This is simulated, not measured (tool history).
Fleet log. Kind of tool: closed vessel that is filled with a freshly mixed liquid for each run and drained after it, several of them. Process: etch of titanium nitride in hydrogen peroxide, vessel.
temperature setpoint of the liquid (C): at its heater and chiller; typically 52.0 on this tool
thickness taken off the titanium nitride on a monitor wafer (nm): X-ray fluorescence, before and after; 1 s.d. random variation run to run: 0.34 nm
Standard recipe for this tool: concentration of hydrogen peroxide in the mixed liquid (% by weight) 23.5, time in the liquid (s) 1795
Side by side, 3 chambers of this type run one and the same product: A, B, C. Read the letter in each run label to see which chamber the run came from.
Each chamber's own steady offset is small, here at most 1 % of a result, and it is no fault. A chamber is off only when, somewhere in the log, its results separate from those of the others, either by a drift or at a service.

| run | day | temperature setpoint of the liquid (C) | concentration of hydrogen peroxide in the mixed liquid (% by weight) | time in the liquid (s) | read-back film thickness of the titanium nitride reference wafer, read on the same gauge (nm) | thickness taken off the titanium nitride on a monitor wafer (nm) |
|---|---|---|---|---|---|---|
| 1B | 0.221 | 52.0 | 23.5 | 1795 | 39.982 | 53.367 |
| 2A | 0.467 | 52.0 | 23.5 | 1795 | 39.996 | 52.757 |
| 3C | 0.583 | 52.0 | 23.5 | 1795 | 39.956 | 53.511 |
| 4B | 0.725 | 52.0 | 23.5 | 1795 | 39.976 | 53.369 |
| 5A | 0.904 | 52.0 | 23.5 | 1795 | 40.033 | 53.196 |
| 6C | 1.104 | 52.0 | 23.5 | 1795 | 39.994 | 53.655 |
| 7B | 1.342 | 52.0 | 23.5 | 1795 | 40.022 | 52.849 |
| 8A | 1.508 | 52.0 | 23.5 | 1795 | 39.966 | 53.227 |
| 9C | 1.696 | 52.0 | 23.5 | 1795 | 39.945 | 53.537 |
| 10B | 1.875 | 52.0 | 23.5 | 1795 | 40.010 | 52.466 |
| 11A | 2.092 | 46.5 | 23.5 | 1795 | 39.973 | 35.882 |
| 12C | 2.325 | 46.5 | 23.5 | 1795 | 39.953 | 35.167 |
| 13A | 2.542 | 46.5 | 23.5 | 1795 | 40.053 | 35.570 |
| 14C | 2.654 | 52.0 | 23.5 | 1795 | 40.032 | 52.669 |
| 15B | 2.812 | 52.0 | 23.5 | 1795 | 40.021 | 51.826 |
| 16A | 3.071 | 52.0 | 23.5 | 1795 | 39.996 | 52.470 |
| 17B | 3.279 | 52.0 | 23.5 | 880 | 40.016 | 25.177 |
| 18C | 3.471 | 52.0 | 23.5 | 880 | 39.965 | 26.038 |
| 19B | 3.696 | 52.0 | 23.5 | 880 | 40.005 | 25.025 |
| 20C | 3.954 | 52.0 | 23.5 | 1795 | 40.021 | 52.828 |
| 21A | 4.112 | 52.0 | 23.5 | 1795 | 40.004 | 52.939 |
| 22A | 4.233 | 52.0 | 23.5 | 1795 | 39.950 | 52.893 |
| 23C | 4.446 | 52.0 | 23.5 | 1795 | 40.035 | 53.036 |

Each of the 3 chambers runs these same settings next. Fill in every chamber's results:
| 24A | 4.633 | 43.0 | 23.5 | 1795 |  | ? |
| 24B | 4.633 | 43.0 | 23.5 | 1795 |  | ? |
| 24C | 4.633 | 43.0 | 23.5 | 1795 |  | ? |

| run | thickness taken off the titanium nitride on a monitor wafer (nm) |
|---|---|
| 24A | 27.503 |
| 24B | 26.114 |
| 24C | 27.271 |
